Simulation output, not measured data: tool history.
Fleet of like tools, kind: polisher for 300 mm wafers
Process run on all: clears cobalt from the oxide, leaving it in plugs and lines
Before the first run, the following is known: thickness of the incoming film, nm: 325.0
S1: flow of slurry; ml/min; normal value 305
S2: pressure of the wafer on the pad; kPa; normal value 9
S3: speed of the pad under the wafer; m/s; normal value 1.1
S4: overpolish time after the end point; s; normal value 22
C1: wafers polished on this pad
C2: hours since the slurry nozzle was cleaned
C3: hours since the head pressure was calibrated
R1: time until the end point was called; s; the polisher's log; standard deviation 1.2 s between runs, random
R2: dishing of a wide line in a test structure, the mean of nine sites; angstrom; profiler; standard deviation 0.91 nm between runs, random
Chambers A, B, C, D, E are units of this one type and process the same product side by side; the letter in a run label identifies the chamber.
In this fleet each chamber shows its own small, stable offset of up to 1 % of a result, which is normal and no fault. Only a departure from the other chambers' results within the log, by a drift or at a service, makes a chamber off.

{"hour": 0.8, "done": "chamber C: worn pad replaced by a new one"}
{"run": "1A", "hour": 4.1, "S1": 305, "S2": 9, "S3": 1.1, "S4": 22, "C1": 461, "C2": 144.3, "C3": 156.2, "R1": 111.4, "R2": 373.84}
{"run": "2C", "hour": 9.3, "S1": 305, "S2": 9, "S3": 1.1, "S4": 22, "C1": 81, "C2": 207.8, "C3": 97.5, "R1": 111.13, "R2": 387.3}
{"run": "3E", "hour": 13.3, "S1": 305, "S2": 9, "S3": 1.1, "S4": 22, "C1": 334, "C2": 102.8, "C3": 367.3, "R1": 111, "R2": 388.33}
{"run": "4D", "hour": 19.6, "S1": 305, "S2": 9, "S3": 1.1, "S4": 22, "C1": 606, "C2": 89.1, "C3": 210, "R1": 109.88, "R2": 374.99}
{"run": "5B", "hour": 24.0, "S1": 305, "S2": 9, "S3": 1.1, "S4": 22, "C1": 686, "C2": 446.8, "C3": 168.9, "R1": 107.61, "R2": 376.9}
{"run": "6C", "hour": 29.9, "S1": 305, "S2": 9, "S3": 1.1, "S4": 22, "C1": 277, "C2": 228.4, "C3": 118.1, "R1": 110.83, "R2": 380.24}
{"run": "7B", "hour": 36.5, "S1": 305, "S2": 9, "S3": 1.1, "S4": 22, "C1": 805, "C2": 459.3, "C3": 181.4, "R1": 109.3, "R2": 381.29}
{"hour": 39.2, "done": "chamber D: worn pad replaced by a new one"}
{"run": "8E", "hour": 41.0, "S1": 305, "S2": 9, "S3": 1.1, "S4": 22, "C1": 597, "C2": 130.5, "C3": 395, "R1": 109.73, "R2": 387.43}
{"hour": 41.4, "done": "chamber B: worn pad replaced by a new one"}
{"hour": 41.7, "done": "chamber E: worn pad replaced by a new one"}
{"run": "9A", "hour": 45.1, "S1": 305, "S2": 9, "S3": 1.1, "S4": 22, "C1": 852, "C2": 185.3, "C3": 197.2, "R1": 107.08, "R2": 398.96}
{"run": "10D", "hour": 49.6, "S1": 305, "S2": 9, "S3": 1.1, "S4": 22, "C1": 99, "C2": 119.1, "C3": 240, "R1": 106.99, "R2": 375.06}
{"run": "11D", "hour": 55.9, "S1": 305, "S2": 9, "S3": 1.1, "S4": 22, "C1": 159, "C2": 125.4, "C3": 246.3, "R1": 110.7, "R2": 389.36}
{"hour": 56.0, "done": "chamber A: worn pad replaced by a new one"}
{"run": "12C", "hour": 60.6, "S1": 305, "S2": 9, "S3": 1.46, "S4": 22, "C1": 570, "C2": 259.1, "C3": 148.8, "R1": 82.049, "R2": 446.13}
{"run": "13E", "hour": 64.0, "S1": 305, "S2": 9, "S3": 1.46, "S4": 22, "C1": 212, "C2": 153.5, "C3": 418, "R1": 83.474, "R2": 452.95}
{"run": "14B", "hour": 71.2, "S1": 305, "S2": 9, "S3": 1.46, "S4": 22, "C1": 284, "C2": 494, "C3": 216.1, "R1": 82.654, "R2": 439.63}
{"run": "15A", "hour": 76.4, "S1": 305, "S2": 9, "S3": 1.46, "S4": 22, "C1": 194, "C2": 216.6, "C3": 228.5, "R1": 81.5, "R2": 455.28}
{"run": "16E", "hour": 82.5, "S1": 305, "S2": 9, "S3": 1.46, "S4": 22, "C1": 388, "C2": 172, "C3": 436.5, "R1": 82.53, "R2": 444.02}
{"run": "17D", "hour": 89.2, "S1": 305, "S2": 9, "S3": 1.1, "S4": 22, "C1": 476, "C2": 158.7, "C3": 279.6, "R1": 109.93, "R2": 390.54}
{"run": "18A", "hour": 94.7, "S1": 305, "S2": 9, "S3": 1.1, "S4": 22, "C1": 369, "C2": 234.9, "C3": 246.8, "R1": 108.8, "R2": 386.68}
{"run": "19B", "hour": 98.1, "S1": 305, "S2": 9, "S3": 1.1, "S4": 22, "C1": 540, "C2": 520.9, "C3": 243, "R1": 108.08, "R2": 365.76}
{"run": "20C", "hour": 103.5, "S1": 305, "S2": 12.4, "S3": 1.1, "S4": 32, "C1": 979, "C2": 302, "C3": 191.7, "R1": 78.419, "R2": 481.35}
{"run": "21A", "hour": 111.2, "S1": 305, "S2": 12.4, "S3": 1.1, "S4": 32, "C1": 526, "C2": 251.4, "C3": 263.3, "R1": 79.207, "R2": 499.86}
{"hour": 114.6, "done": "chamber C: slurry nozzle cleaned"}
{"hour": 115.8, "done": "chamber E: worn pad replaced by a new one"}
{"run": "22E", "hour": 117.8, "S1": 305, "S2": 12.4, "S3": 1.1, "S4": 32, "C1": 19, "C2": 207.3, "C3": 471.8, "R1": 79.373, "R2": 492.53}
{"run": "23D", "hour": 124.1, "S1": 305, "S2": 12.4, "S3": 1.1, "S4": 32, "C1": 809, "C2": 193.6, "C3": 314.5, "R1": 79.506, "R2": 501.85}
{"hour": 126.2, "done": "chamber B: worn pad replaced by a new one"}
{"run": "24C", "hour": 128.0, "S1": 305, "S2": 12.4, "S3": 1.1, "S4": 32, "C1": 1212, "C2": 13.4, "C3": 216.2, "R1": 78.937, "R2": 507.41}
{"hour": 129.2, "done": "chamber E: head pressure recalibrated"}
{"hour": 129.8, "done": "chamber D: worn pad replaced by a new one"}
{"hour": 132.5, "done": "chamber C: worn pad replaced by a new one"}
{"run": "25B", "hour": 134.8, "S1": 305, "S2": 9, "S3": 1.1, "S4": 14, "C1": 82, "C2": 557.6, "C3": 279.7, "R1": 109.97, "R2": 293.92}
{"run": "26D", "hour": 139.8, "S1": 305, "S2": 9, "S3": 1.1, "S4": 14, "C1": 96, "C2": 209.3, "C3": 330.2, "R1": 108.79, "R2": 286.65}
{"run": "27A", "hour": 146.9, "S1": 305, "S2": 9, "S3": 1.1, "S4": 14, "C1": 866, "C2": 287.1, "C3": 299, "R1": 109.7, "R2": 291.2}
{"hour": 151.8, "done": "chamber A: slurry nozzle cleaned"}
{"run": "28B", "hour": 153.3, "S1": 305, "S2": 9, "S3": 1.1, "S4": 14, "C1": 258, "C2": 576.1, "C3": 298.2, "R1": 110.24, "R2": 304.56}
{"run": "29C", "hour": 160.2, "S1": 305, "S2": 9, "S3": 1.1, "S4": 14, "C1": 264, "C2": 45.6, "C3": 248.4, "R1": 109.25, "R2": 289.05}
{"hour": 163.1, "done": "chamber A: worn pad replaced by a new one"}
{"run": "30E", "hour": 166.6, "S1": 305, "S2": 6.2, "S3": 1.1, "S4": 34, "C1": 484, "C2": 256.1, "C3": 37.5, "R1": 159.93, "R2": 418.11}
{"run": "31E", "hour": 172.5, "S1": 305, "S2": 6.2, "S3": 1.1, "S4": 34, "C1": 541, "C2": 262, "C3": 43.4, "R1": 158.51, "R2": 395.73}
{"run": "32A", "hour": 178.1, "S1": 305, "S2": 6.2, "S3": 1.1, "S4": 34, "C1": 143, "C2": 26.3, "C3": 330.2, "R1": 157.5, "R2": 383.67}
{"run": "33D", "hour": 182.4, "S1": 305, "S2": 6.2, "S3": 1.1, "S4": 34, "C1": 502, "C2": 251.9, "C3": 372.8, "R1": 159.13, "R2": 402.58}
{"hour": 183.6, "done": "chamber E: worn pad replaced by a new one"}
{"run": "34C", "hour": 188.3, "S1": 305, "S2": 6.2, "S3": 1.1, "S4": 34, "C1": 532, "C2": 73.7, "C3": 276.5, "R1": 158.32, "R2": 406.02}
{"run": "35B", "hour": 194.6, "S1": 305, "S2": 9, "S3": 1.1, "S4": 22, "C1": 651, "C2": 617.4, "C3": 339.5, "R1": 108.94, "R2": 391.88}
{"run": "36A", "hour": 200.7, "S1": 305, "S2": 9, "S3": 1.1, "S4": 22, "C1": 359, "C2": 48.9, "C3": 352.8, "R1": 109.09, "R2": 393.06}
{"hour": 206.1, "done": "chamber D: worn pad replaced by a new one"}
{"run": "37D", "hour": 206.5, "S1": 305, "S2": 9, "S3": 1.1, "S4": 22, "C1": 3, "C2": 276, "C3": 396.9, "R1": 109.76, "R2": 373.48}
{"run": "38C", "hour": 213.9, "S1": 305, "S2": 9, "S3": 1.1, "S4": 22, "C1": 776, "C2": 99.3, "C3": 302.1, "R1": 109.69, "R2": 373.38}
{"run": "39E", "hour": 217.3, "S1": 305, "S2": 9, "S3": 1.28, "S4": 28, "C1": 321, "C2": 306.8, "C3": 88.2, "R1": 94.778, "R2": 472.94}
{"hour": 217.4, "done": "chamber B: worn pad replaced by a new one"}
{"run": "40B", "hour": 222.3, "S1": 305, "S2": 9, "S3": 1.28, "S4": 28, "C1": 47, "C2": 645.1, "C3": 367.2, "R1": 92.874, "R2": 445.97}
{"run": "41B", "hour": 229.0, "S1": 305, "S2": 9, "S3": 1.28, "S4": 28, "C1": 111, "C2": 651.8, "C3": 373.9, "R1": 94.698, "R2": 458.03}
{"run": "42E", "hour": 233.6, "S1": 305, "S2": 9, "S3": 1.28, "S4": 28, "C1": 476, "C2": 323.1, "C3": 104.5, "R1": 93.012, "R2": 456.66}
{"run": "43A", "hour": 239.3, "S1": 305, "S2": 9, "S3": 1.28, "S4": 28, "C1": 726, "C2": 87.5, "C3": 391.4, "R1": 94.654, "R2": 468.21}

One chamber off, gauge drift, or nothing amiss beyond the chambers' own small offsets? If it is a chamber, which one, and what is the likeliest cause?

Beyond each chamber's small constant offset nothing stands out, and the gauge stays steady.
